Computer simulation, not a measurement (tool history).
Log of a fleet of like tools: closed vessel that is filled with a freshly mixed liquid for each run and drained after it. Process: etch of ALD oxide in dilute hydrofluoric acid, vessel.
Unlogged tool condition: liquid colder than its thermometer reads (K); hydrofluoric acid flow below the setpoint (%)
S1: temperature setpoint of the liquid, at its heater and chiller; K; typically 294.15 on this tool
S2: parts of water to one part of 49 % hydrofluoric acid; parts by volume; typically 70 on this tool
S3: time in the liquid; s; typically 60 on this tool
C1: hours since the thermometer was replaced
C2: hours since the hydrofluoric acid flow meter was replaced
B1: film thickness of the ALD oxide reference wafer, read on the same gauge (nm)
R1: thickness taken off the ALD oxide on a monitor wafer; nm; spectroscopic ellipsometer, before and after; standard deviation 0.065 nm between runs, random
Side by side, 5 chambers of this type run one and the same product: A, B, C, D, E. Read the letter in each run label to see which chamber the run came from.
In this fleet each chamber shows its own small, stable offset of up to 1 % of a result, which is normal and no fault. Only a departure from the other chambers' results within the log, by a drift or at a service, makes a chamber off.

run   hour      S1  S2  S3      C1      C2      B1       R1
 1B    4.6  294.15  70  60   149.8   937.1  120.00   9.8403
 2D   10.0  294.15  70  60    46.9   770.0  119.99   9.8330
 3E   15.1  294.15  70  60  1610.6   546.4  120.01   9.7732
 4C   19.8  294.15  70  60   220.4   247.0  120.00   9.9306
 5A   22.5  294.15  70  60   633.6   563.1  120.01   9.7798
 6D   25.2  294.15  70  60    62.1   785.2  119.98   9.8963
 7E   28.4  294.15  70  60  1623.9   559.7  120.03   9.7231
 8C   33.9  294.15  70  60   234.5   261.1  120.00   9.9443
 9B   37.6  294.15  70  60   182.8   970.1  120.00   9.8666
10A   42.9  294.15  70  60   654.0   583.5  120.01   9.8398
11C   47.1  294.15  70  35   247.7   274.3  120.00   5.7860
12B   50.6  294.15  70  35   195.8   983.1  120.01   5.7875
13D   54.0  294.15  70  35    90.9   814.0  119.99   5.7887
14A   58.6  294.15  70  35   669.7   599.2  119.99   5.6490
15E   62.1  294.15  70  35  1657.6   593.4  120.00   5.6934
16B   65.4  294.15  70  60   210.6   997.9  120.00   9.8536
17C   68.3  294.15  70  30   268.9   295.5  120.02   4.9606
18A   72.3  294.15  70  30   683.4   612.9  120.00   4.8692
19D   76.5  294.15  70  30   113.4   836.5  120.00   4.9399
20E   80.1  294.15  70  30  1675.6   611.4  120.00   4.8795
21B   83.3  294.15  70  30   228.5  1015.8  119.98   4.8795
22A   88.4  294.15  70  60   699.5   629.0  119.99   9.5376
23D   92.9  294.15  70  60   129.8   852.9  119.99   9.8157
24E   96.7  294.15  70  60  1692.2   628.0  120.00   9.8717
25C  100.8  294.15  70  60   301.4   328.0  119.98   9.9041
26C  103.6  294.15  70  60   304.2   330.8  120.01   9.8894
27D  106.0  294.15  70  60   142.9   866.0  120.02   9.9194
28B  108.8  294.15  70  60   254.0  1041.3  120.00   9.9188
29A  111.5  294.15  70  75   722.6   652.1  119.99  11.9980
30E  114.9  294.15  70  75  1710.4   646.2  119.99  12.0780
31D  117.4  294.15  70  75   154.3   877.4  120.01  12.2670
32E  121.7  294.15  70  75  1717.2   653.0  119.99  12.2050
33A  126.9  294.15  70  75   738.0   667.5  120.03  11.8710
34C  130.3  290.15  40  60   330.9   357.5  120.01  15.1160
35B  132.9  290.15  40  60   278.1  1065.4  119.99  14.9910
36D  138.0  290.15  40  60   174.9   898.0  120.01  14.8530
37C  142.4  290.15  40  60   343.0   369.6  120.05  15.2480
     146.4  -- chamber E: hydrofluoric acid flow meter replaced
38E  147.3  290.15  40  60  1742.8     0.9  119.99  14.8500
39B  151.6  294.15  70  60   296.8  1084.1  120.01   9.8397
40A  156.7  294.15  70  60   767.8   697.3  119.99   9.3413
41A  161.0  294.15  70  60   772.1   701.6  120.00   9.4122
42B  166.0  294.15  70  60   311.2  1098.5  119.98   9.8282
43C  170.3  294.15  70  60   370.9   397.5  119.96   9.8168

Next, all 5 chambers run the settings below, one line each with question marks for the results. What does each chamber give?
44A  174.2  294.15  70  95               ?
44B  174.2  294.15  70  95               ?
44C  174.2  294.15  70  95               ?
44D  174.2  294.15  70  95               ?
44E  174.2  294.15  70  95               ?

run       R1
44A  14.7500
44B  15.7950
44C  15.9130
44D  15.6300
44E  15.4010

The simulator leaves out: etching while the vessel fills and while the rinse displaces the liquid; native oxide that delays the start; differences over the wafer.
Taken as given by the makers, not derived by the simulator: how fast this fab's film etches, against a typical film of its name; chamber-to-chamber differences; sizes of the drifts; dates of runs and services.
